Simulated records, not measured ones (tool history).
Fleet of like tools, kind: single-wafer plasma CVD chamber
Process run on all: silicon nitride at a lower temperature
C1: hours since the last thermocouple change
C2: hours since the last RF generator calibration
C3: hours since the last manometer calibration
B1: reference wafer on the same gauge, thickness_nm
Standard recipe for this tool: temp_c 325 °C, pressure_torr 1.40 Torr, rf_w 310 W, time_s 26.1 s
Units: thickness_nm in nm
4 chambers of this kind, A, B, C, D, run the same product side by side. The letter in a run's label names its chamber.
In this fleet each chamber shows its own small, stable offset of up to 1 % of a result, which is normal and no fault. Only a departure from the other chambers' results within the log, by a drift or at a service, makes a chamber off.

{"run": "1B", "hour": 5.0, "temp_c": 325, "pressure_torr": 1.4, "rf_w": 310, "time_s": 26.1, "C1": 927.3, "C2": 664.9, "C3": 591.6, "B1": 31.099, "thickness_nm": 30.67}
{"run": "2A", "hour": 10.0, "temp_c": 325, "pressure_torr": 1.4, "rf_w": 310, "time_s": 26.1, "C1": 819.6, "C2": 1046.9, "C3": 32.3, "B1": 31.084, "thickness_nm": 30.322}
{"run": "3D", "hour": 14.9, "temp_c": 325, "pressure_torr": 1.4, "rf_w": 310, "time_s": 26.1, "C1": 491.1, "C2": 418.4, "C3": 435.3, "B1": 31.107, "thickness_nm": 30.692}
{"run": "4C", "hour": 18.1, "temp_c": 325, "pressure_torr": 1.4, "rf_w": 310, "time_s": 26.1, "C1": 401.6, "C2": 1278.1, "C3": 736.6, "B1": 31.082, "thickness_nm": 30.851}
{"run": "5C", "hour": 21.4, "temp_c": 325, "pressure_torr": 1.4, "rf_w": 310, "time_s": 26.1, "C1": 404.9, "C2": 1281.4, "C3": 739.9, "B1": 31.079, "thickness_nm": 30.813}
{"run": "6B", "hour": 26.3, "temp_c": 325, "pressure_torr": 1.58, "rf_w": 310, "time_s": 26.1, "C1": 948.6, "C2": 686.2, "C3": 612.9, "B1": 31.111, "thickness_nm": 31.573}
{"run": "7A", "hour": 30.7, "temp_c": 325, "pressure_torr": 1.58, "rf_w": 310, "time_s": 26.1, "C1": 840.3, "C2": 1067.6, "C3": 53.0, "B1": 31.107, "thickness_nm": 31.56}
{"run": "8D", "hour": 33.1, "temp_c": 325, "pressure_torr": 1.58, "rf_w": 310, "time_s": 26.1, "C1": 509.3, "C2": 436.6, "C3": 453.5, "B1": 31.106, "thickness_nm": 31.522}
{"run": "9B", "hour": 38.1, "temp_c": 325, "pressure_torr": 1.58, "rf_w": 310, "time_s": 26.1, "C1": 960.4, "C2": 698.0, "C3": 624.7, "B1": 31.086, "thickness_nm": 31.714}
{"run": "10A", "hour": 41.1, "temp_c": 325, "pressure_torr": 1.4, "rf_w": 310, "time_s": 26.1, "C1": 850.7, "C2": 1078.0, "C3": 63.4, "B1": 31.091, "thickness_nm": 30.398}
{"run": "11C", "hour": 43.8, "temp_c": 325, "pressure_torr": 1.27, "rf_w": 310, "time_s": 26.1, "C1": 427.3, "C2": 1303.8, "C3": 762.3, "B1": 31.102, "thickness_nm": 29.794}
{"run": "12D", "hour": 46.6, "temp_c": 325, "pressure_torr": 1.27, "rf_w": 310, "time_s": 26.1, "C1": 522.8, "C2": 450.1, "C3": 467.0, "B1": 31.133, "thickness_nm": 29.73}
{"run": "13D", "hour": 51.3, "temp_c": 325, "pressure_torr": 1.27, "rf_w": 310, "time_s": 26.1, "C1": 527.5, "C2": 454.8, "C3": 471.7, "B1": 31.098, "thickness_nm": 29.617}
{"run": "14C", "hour": 55.1, "temp_c": 325, "pressure_torr": 1.27, "rf_w": 310, "time_s": 26.1, "C1": 438.6, "C2": 1315.1, "C3": 773.6, "B1": 31.11, "thickness_nm": 30.005}
{"run": "15B", "hour": 57.6, "temp_c": 325, "pressure_torr": 1.4, "rf_w": 310, "time_s": 26.1, "C1": 979.9, "C2": 717.5, "C3": 644.2, "B1": 31.115, "thickness_nm": 30.546}
{"run": "16A", "hour": 60.9, "temp_c": 325, "pressure_torr": 1.4, "rf_w": 310, "time_s": 26.1, "C1": 870.5, "C2": 1097.8, "C3": 83.2, "B1": 31.082, "thickness_nm": 30.514}
{"run": "17D", "hour": 63.2, "temp_c": 325, "pressure_torr": 1.4, "rf_w": 310, "time_s": 26.1, "C1": 539.4, "C2": 466.7, "C3": 483.6, "B1": 31.098, "thickness_nm": 30.746}
{"run": "18A", "hour": 65.6, "temp_c": 325, "pressure_torr": 1.4, "rf_w": 310, "time_s": 26.1, "C1": 875.2, "C2": 1102.5, "C3": 87.9, "B1": 31.08, "thickness_nm": 30.175}
{"run": "19B", "hour": 70.0, "temp_c": 325, "pressure_torr": 1.4, "rf_w": 310, "time_s": 26.1, "C1": 992.3, "C2": 729.9, "C3": 656.6, "B1": 31.096, "thickness_nm": 30.631}
{"run": "20C", "hour": 73.2, "temp_c": 325, "pressure_torr": 1.4, "rf_w": 310, "time_s": 26.1, "C1": 456.7, "C2": 1333.2, "C3": 791.7, "B1": 31.073, "thickness_nm": 30.679}
{"run": "21C", "hour": 77.1, "temp_c": 335, "pressure_torr": 1.72, "rf_w": 310, "time_s": 26.1, "C1": 460.6, "C2": 1337.1, "C3": 795.6, "B1": 31.078, "thickness_nm": 32.505}
{"run": "22D", "hour": 80.0, "temp_c": 335, "pressure_torr": 1.72, "rf_w": 310, "time_s": 26.1, "C1": 556.2, "C2": 483.5, "C3": 500.4, "B1": 31.068, "thickness_nm": 32.165}
{"run": "23A", "hour": 83.9, "temp_c": 335, "pressure_torr": 1.72, "rf_w": 310, "time_s": 26.1, "C1": 893.5, "C2": 1120.8, "C3": 106.2, "B1": 31.118, "thickness_nm": 32.187}
{"run": "24B", "hour": 86.3, "temp_c": 335, "pressure_torr": 1.72, "rf_w": 310, "time_s": 26.1, "C1": 1008.6, "C2": 746.2, "C3": 672.9, "B1": 31.119, "thickness_nm": 32.146}
{"run": "25B", "hour": 89.1, "temp_c": 325, "pressure_torr": 1.4, "rf_w": 310, "time_s": 26.1, "C1": 1011.4, "C2": 749.0, "C3": 675.7, "B1": 31.128, "thickness_nm": 30.514}
{"run": "26A", "hour": 92.7, "temp_c": 325, "pressure_torr": 1.4, "rf_w": 310, "time_s": 26.1, "C1": 902.3, "C2": 1129.6, "C3": 115.0, "B1": 31.12, "thickness_nm": 30.419}
{"run": "27D", "hour": 96.5, "temp_c": 325, "pressure_torr": 1.4, "rf_w": 310, "time_s": 26.1, "C1": 572.7, "C2": 500.0, "C3": 516.9, "B1": 31.11, "thickness_nm": 30.401}

Each of the 4 chambers runs these same settings next. Fill in every chamber's results:
{"run": "28A", "hour": 100.1, "temp_c": 325, "pressure_torr": 1.4, "rf_w": 310, "time_s": 26.1, "thickness_nm": "?"}
{"run": "28B", "hour": 100.1, "temp_c": 325, "pressure_torr": 1.4, "rf_w": 310, "time_s": 26.1, "thickness_nm": "?"}
{"run": "28C", "hour": 100.1, "temp_c": 325, "pressure_torr": 1.4, "rf_w": 310, "time_s": 26.1, "thickness_nm": "?"}
{"run": "28D", "hour": 100.1, "temp_c": 325, "pressure_torr": 1.4, "rf_w": 310, "time_s": 26.1, "thickness_nm": "?"}

run=28A thickness_nm=30.471
run=28B thickness_nm=30.355
run=28C thickness_nm=30.828
run=28D thickness_nm=30.553
